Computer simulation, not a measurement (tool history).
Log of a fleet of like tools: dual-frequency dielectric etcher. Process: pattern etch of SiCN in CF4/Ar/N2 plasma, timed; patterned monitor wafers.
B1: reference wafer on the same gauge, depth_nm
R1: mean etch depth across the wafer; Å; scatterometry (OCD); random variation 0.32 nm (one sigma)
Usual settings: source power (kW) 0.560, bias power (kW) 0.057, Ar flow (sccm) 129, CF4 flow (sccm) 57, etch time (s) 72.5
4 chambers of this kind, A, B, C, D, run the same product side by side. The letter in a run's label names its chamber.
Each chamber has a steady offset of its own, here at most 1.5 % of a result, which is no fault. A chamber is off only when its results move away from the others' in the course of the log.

run 1D hour=3.4 | source_power_(kW)=0.560 bias_power_(kW)=0.057 Ar_flow_(sccm)=129 CF4_flow_(sccm)=57 etch_time_(s)=72.5 | B1=74.141 | R1=651.41
run 2B hour=6.3 | source_power_(kW)=0.560 bias_power_(kW)=0.057 Ar_flow_(sccm)=129 CF4_flow_(sccm)=57 etch_time_(s)=72.5 | B1=74.184 | R1=653.59
run 3A hour=9.2 | source_power_(kW)=0.560 bias_power_(kW)=0.057 Ar_flow_(sccm)=129 CF4_flow_(sccm)=57 etch_time_(s)=72.5 | B1=74.127 | R1=649.93
run 4C hour=13.0 | source_power_(kW)=0.560 bias_power_(kW)=0.057 Ar_flow_(sccm)=129 CF4_flow_(sccm)=57 etch_time_(s)=72.5 | B1=74.253 | R1=646.76
run 5C hour=17.4 | source_power_(kW)=0.560 bias_power_(kW)=0.057 Ar_flow_(sccm)=129 CF4_flow_(sccm)=57 etch_time_(s)=72.5 | B1=74.197 | R1=650.90
run 6D hour=20.0 | source_power_(kW)=0.560 bias_power_(kW)=0.057 Ar_flow_(sccm)=129 CF4_flow_(sccm)=52 etch_time_(s)=72.5 | B1=74.162 | R1=638.84
run 7B hour=24.3 | source_power_(kW)=0.560 bias_power_(kW)=0.057 Ar_flow_(sccm)=129 CF4_flow_(sccm)=52 etch_time_(s)=72.5 | B1=74.144 | R1=639.37
run 8A hour=27.6 | source_power_(kW)=0.560 bias_power_(kW)=0.057 Ar_flow_(sccm)=129 CF4_flow_(sccm)=52 etch_time_(s)=72.5 | B1=74.289 | R1=641.62
run 9A hour=32.6 | source_power_(kW)=0.560 bias_power_(kW)=0.057 Ar_flow_(sccm)=129 CF4_flow_(sccm)=52 etch_time_(s)=72.5 | B1=74.135 | R1=638.64
run 10C hour=37.0 | source_power_(kW)=0.560 bias_power_(kW)=0.057 Ar_flow_(sccm)=129 CF4_flow_(sccm)=57 etch_time_(s)=72.5 | B1=74.230 | R1=646.37
run 11D hour=39.7 | source_power_(kW)=0.560 bias_power_(kW)=0.065 Ar_flow_(sccm)=129 CF4_flow_(sccm)=57 etch_time_(s)=72.5 | B1=74.272 | R1=680.00
-- hour=40.4 chamber D: wet clean of the chamber
run 12B hour=43.9 | source_power_(kW)=0.560 bias_power_(kW)=0.065 Ar_flow_(sccm)=129 CF4_flow_(sccm)=57 etch_time_(s)=72.5 | B1=74.138 | R1=685.48
run 13B hour=47.9 | source_power_(kW)=0.560 bias_power_(kW)=0.065 Ar_flow_(sccm)=129 CF4_flow_(sccm)=57 etch_time_(s)=72.5 | B1=74.177 | R1=690.37
run 14A hour=50.8 | source_power_(kW)=0.560 bias_power_(kW)=0.065 Ar_flow_(sccm)=129 CF4_flow_(sccm)=57 etch_time_(s)=72.5 | B1=74.209 | R1=675.82
run 15C hour=55.9 | source_power_(kW)=0.560 bias_power_(kW)=0.057 Ar_flow_(sccm)=129 CF4_flow_(sccm)=57 etch_time_(s)=72.5 | B1=74.203 | R1=648.29
run 16D hour=58.8 | source_power_(kW)=0.560 bias_power_(kW)=0.057 Ar_flow_(sccm)=129 CF4_flow_(sccm)=57 etch_time_(s)=72.5 | B1=74.260 | R1=652.15
run 17A hour=61.7 | source_power_(kW)=0.560 bias_power_(kW)=0.057 Ar_flow_(sccm)=129 CF4_flow_(sccm)=57 etch_time_(s)=72.5 | B1=74.303 | R1=656.47
run 18C hour=64.3 | source_power_(kW)=0.560 bias_power_(kW)=0.057 Ar_flow_(sccm)=129 CF4_flow_(sccm)=57 etch_time_(s)=72.5 | B1=74.159 | R1=650.64
run 19D hour=66.6 | source_power_(kW)=0.560 bias_power_(kW)=0.057 Ar_flow_(sccm)=129 CF4_flow_(sccm)=57 etch_time_(s)=72.5 | B1=74.317 | R1=648.75
run 20B hour=70.7 | source_power_(kW)=0.560 bias_power_(kW)=0.057 Ar_flow_(sccm)=129 CF4_flow_(sccm)=57 etch_time_(s)=72.5 | B1=74.218 | R1=657.11
run 21D hour=73.8 | source_power_(kW)=0.560 bias_power_(kW)=0.057 Ar_flow_(sccm)=129 CF4_flow_(sccm)=57 etch_time_(s)=72.5 | B1=74.201 | R1=651.32
run 22A hour=77.3 | source_power_(kW)=0.560 bias_power_(kW)=0.057 Ar_flow_(sccm)=129 CF4_flow_(sccm)=57 etch_time_(s)=72.5 | B1=74.252 | R1=651.74
run 23B hour=81.4 | source_power_(kW)=0.560 bias_power_(kW)=0.057 Ar_flow_(sccm)=129 CF4_flow_(sccm)=57 etch_time_(s)=72.5 | B1=74.149 | R1=656.46
run 24C hour=86.2 | source_power_(kW)=0.560 bias_power_(kW)=0.057 Ar_flow_(sccm)=129 CF4_flow_(sccm)=57 etch_time_(s)=72.5 | B1=74.215 | R1=645.56
run 25C hour=88.6 | source_power_(kW)=0.560 bias_power_(kW)=0.057 Ar_flow_(sccm)=129 CF4_flow_(sccm)=57 etch_time_(s)=72.5 | B1=74.311 | R1=647.84
-- hour=90.5 chamber A: wet clean of the chamber
run 26D hour=92.5 | source_power_(kW)=0.560 bias_power_(kW)=0.057 Ar_flow_(sccm)=129 CF4_flow_(sccm)=57 etch_time_(s)=72.5 | B1=74.277 | R1=646.49
run 27A hour=94.8 | source_power_(kW)=0.560 bias_power_(kW)=0.057 Ar_flow_(sccm)=129 CF4_flow_(sccm)=57 etch_time_(s)=72.5 | B1=74.309 | R1=677.55
run 28B hour=97.3 | source_power_(kW)=0.670 bias_power_(kW)=0.057 Ar_flow_(sccm)=129 CF4_flow_(sccm)=70 etch_time_(s)=72.5 | B1=74.168 | R1=793.97
run 29C hour=100.0 | source_power_(kW)=0.670 bias_power_(kW)=0.057 Ar_flow_(sccm)=129 CF4_flow_(sccm)=70 etch_time_(s)=72.5 | B1=74.091 | R1=788.14
run 30D hour=104.7 | source_power_(kW)=0.670 bias_power_(kW)=0.057 Ar_flow_(sccm)=129 CF4_flow_(sccm)=70 etch_time_(s)=72.5 | B1=74.279 | R1=780.06
run 31A hour=107.5 | source_power_(kW)=0.670 bias_power_(kW)=0.057 Ar_flow_(sccm)=129 CF4_flow_(sccm)=70 etch_time_(s)=72.5 | B1=74.192 | R1=829.30
run 32B hour=110.4 | source_power_(kW)=0.560 bias_power_(kW)=0.057 Ar_flow_(sccm)=129 CF4_flow_(sccm)=57 etch_time_(s)=72.5 | B1=74.195 | R1=657.04
run 33D hour=114.0 | source_power_(kW)=0.560 bias_power_(kW)=0.057 Ar_flow_(sccm)=129 CF4_flow_(sccm)=57 etch_time_(s)=72.5 | B1=74.181 | R1=645.58
run 34A hour=117.0 | source_power_(kW)=0.560 bias_power_(kW)=0.057 Ar_flow_(sccm)=129 CF4_flow_(sccm)=57 etch_time_(s)=72.5 | B1=74.215 | R1=676.39
run 35C hour=120.8 | source_power_(kW)=0.560 bias_power_(kW)=0.057 Ar_flow_(sccm)=129 CF4_flow_(sccm)=57 etch_time_(s)=72.5 | B1=74.206 | R1=654.03
run 36B hour=123.0 | source_power_(kW)=0.560 bias_power_(kW)=0.057 Ar_flow_(sccm)=129 CF4_flow_(sccm)=57 etch_time_(s)=72.5 | B1=74.199 | R1=654.10
run 37B hour=127.1 | source_power_(kW)=0.560 bias_power_(kW)=0.057 Ar_flow_(sccm)=129 CF4_flow_(sccm)=57 etch_time_(s)=72.5 | B1=74.205 | R1=659.43
run 38A hour=130.8 | source_power_(kW)=0.560 bias_power_(kW)=0.057 Ar_flow_(sccm)=129 CF4_flow_(sccm)=57 etch_time_(s)=72.5 | B1=74.119 | R1=672.48
run 39D hour=135.7 | source_power_(kW)=0.560 bias_power_(kW)=0.057 Ar_flow_(sccm)=129 CF4_flow_(sccm)=57 etch_time_(s)=72.5 | B1=74.266 | R1=651.90
run 40C hour=140.5 | source_power_(kW)=0.560 bias_power_(kW)=0.057 Ar_flow_(sccm)=129 CF4_flow_(sccm)=57 etch_time_(s)=72.5 | B1=74.250 | R1=654.08
run 41A hour=143.4 | source_power_(kW)=0.520 bias_power_(kW)=0.068 Ar_flow_(sccm)=129 CF4_flow_(sccm)=57 etch_time_(s)=72.5 | B1=74.134 | R1=680.38

What goes on in this fleet: one chamber off, a drifting gauge, or nothing beyond the chambers' own small offsets? Name the chamber and the cause, if any.

A service left chamber A off against the others.
Cause: etch rate over this chamber's usual, % = 4.14.

Here are 4 candidates for chamber A's next run, each the usual settings with a change, their results left as question marks. Which one brings its results back in line with what the others give on the usual settings?
In line means no further than this from the other chambers' mean on the usual settings: R1 11.00 Å
run 42A-1 hour=147.1 | source_power_(kW)=0.560 bias_power_(kW)=0.056 Ar_flow_(sccm)=129 CF4_flow_(sccm)=57 etch_time_(s)=67.5 | R1=?
run 42A-2 hour=147.1 | source_power_(kW)=0.550 bias_power_(kW)=0.057 Ar_flow_(sccm)=129 CF4_flow_(sccm)=57 etch_time_(s)=71.0 | R1=?
run 42A-3 hour=147.1 | source_power_(kW)=0.570 bias_power_(kW)=0.057 Ar_flow_(sccm)=129 CF4_flow_(sccm)=57 etch_time_(s)=74.5 | R1=?
run 42A-4 hour=147.1 | source_power_(kW)=0.610 bias_power_(kW)=0.057 Ar_flow_(sccm)=129 CF4_flow_(sccm)=58 etch_time_(s)=72.5 | R1=?

The other chambers' mean on the usual settings: R1 651.41 Å
run=42A-1 R1=628.19
run=42A-2 R1=654.32
run=42A-3 R1=708.68
run=42A-4 R1=734.81
42A-2 brings the chamber back in line.
